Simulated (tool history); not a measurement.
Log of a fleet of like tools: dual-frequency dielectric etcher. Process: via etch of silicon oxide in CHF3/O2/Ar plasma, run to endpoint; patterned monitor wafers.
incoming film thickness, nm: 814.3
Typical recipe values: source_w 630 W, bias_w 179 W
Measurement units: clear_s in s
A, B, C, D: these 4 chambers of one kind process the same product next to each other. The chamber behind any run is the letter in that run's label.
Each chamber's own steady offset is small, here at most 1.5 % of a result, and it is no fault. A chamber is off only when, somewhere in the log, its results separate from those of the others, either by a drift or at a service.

{"run": "1C", "hour": 6.4, "source_w": 630, "bias_w": 179, "clear_s": 409.64}
{"run": "2D", "hour": 12.2, "source_w": 630, "bias_w": 179, "clear_s": 409.82}
{"run": "3B", "hour": 18.8, "source_w": 630, "bias_w": 179, "clear_s": 415.57}
{"run": "4A", "hour": 23.4, "source_w": 630, "bias_w": 179, "clear_s": 400.34}
{"run": "5D", "hour": 29.8, "source_w": 630, "bias_w": 179, "clear_s": 401.99}
{"run": "6C", "hour": 33.7, "source_w": 490, "bias_w": 195, "clear_s": 436.41}
{"run": "7A", "hour": 37.5, "source_w": 490, "bias_w": 195, "clear_s": 429.6}
{"run": "8B", "hour": 43.1, "source_w": 490, "bias_w": 195, "clear_s": 438.21}
{"run": "9C", "hour": 48.4, "source_w": 490, "bias_w": 195, "clear_s": 440.32}
{"run": "10B", "hour": 53.5, "source_w": 630, "bias_w": 179, "clear_s": 406.85}
{"run": "11A", "hour": 58.1, "source_w": 490, "bias_w": 136, "clear_s": 481.97}
{"run": "12D", "hour": 63.3, "source_w": 490, "bias_w": 136, "clear_s": 493.0}
{"run": "13B", "hour": 66.8, "source_w": 490, "bias_w": 136, "clear_s": 490.62}
{"run": "14D", "hour": 73.1, "source_w": 490, "bias_w": 136, "clear_s": 487.89}
{"run": "15A", "hour": 79.3, "source_w": 630, "bias_w": 179, "clear_s": 400.04}
{"run": "16C", "hour": 83.4, "source_w": 630, "bias_w": 217, "clear_s": 381.6}
{"run": "17D", "hour": 88.6, "source_w": 630, "bias_w": 217, "clear_s": 376.15}
{"run": "18B", "hour": 92.0, "source_w": 630, "bias_w": 217, "clear_s": 384.51}
{"run": "19C", "hour": 95.9, "source_w": 630, "bias_w": 217, "clear_s": 380.23}
{"hour": 99.6, "done": "chamber B: bias power generator calibrated"}
{"run": "20A", "hour": 100.5, "source_w": 630, "bias_w": 179, "clear_s": 403.42}
{"hour": 102.2, "done": "chamber A: wet clean of the chamber"}
{"run": "21C", "hour": 106.8, "source_w": 710, "bias_w": 153, "clear_s": 410.17}
{"hour": 107.2, "done": "chamber A: source power generator calibrated"}
{"run": "22A", "hour": 112.0, "source_w": 710, "bias_w": 153, "clear_s": 408.54}
{"run": "23D", "hour": 118.4, "source_w": 710, "bias_w": 153, "clear_s": 407.1}
{"run": "24B", "hour": 122.2, "source_w": 710, "bias_w": 153, "clear_s": 408.99}
{"run": "25A", "hour": 128.3, "source_w": 630, "bias_w": 179, "clear_s": 401.19}

Predict what each chamber gives when all 4 of them run the settings below next.
{"run": "26A", "hour": 133.3, "source_w": 580, "bias_w": 179, "clear_s": "?"}
{"run": "26B", "hour": 133.3, "source_w": 580, "bias_w": 179, "clear_s": "?"}
{"run": "26C", "hour": 133.3, "source_w": 580, "bias_w": 179, "clear_s": "?"}
{"run": "26D", "hour": 133.3, "source_w": 580, "bias_w": 179, "clear_s": "?"}

run=26A clear_s=412.91
run=26B clear_s=420.00
run=26C clear_s=421.21
run=26D clear_s=414.63

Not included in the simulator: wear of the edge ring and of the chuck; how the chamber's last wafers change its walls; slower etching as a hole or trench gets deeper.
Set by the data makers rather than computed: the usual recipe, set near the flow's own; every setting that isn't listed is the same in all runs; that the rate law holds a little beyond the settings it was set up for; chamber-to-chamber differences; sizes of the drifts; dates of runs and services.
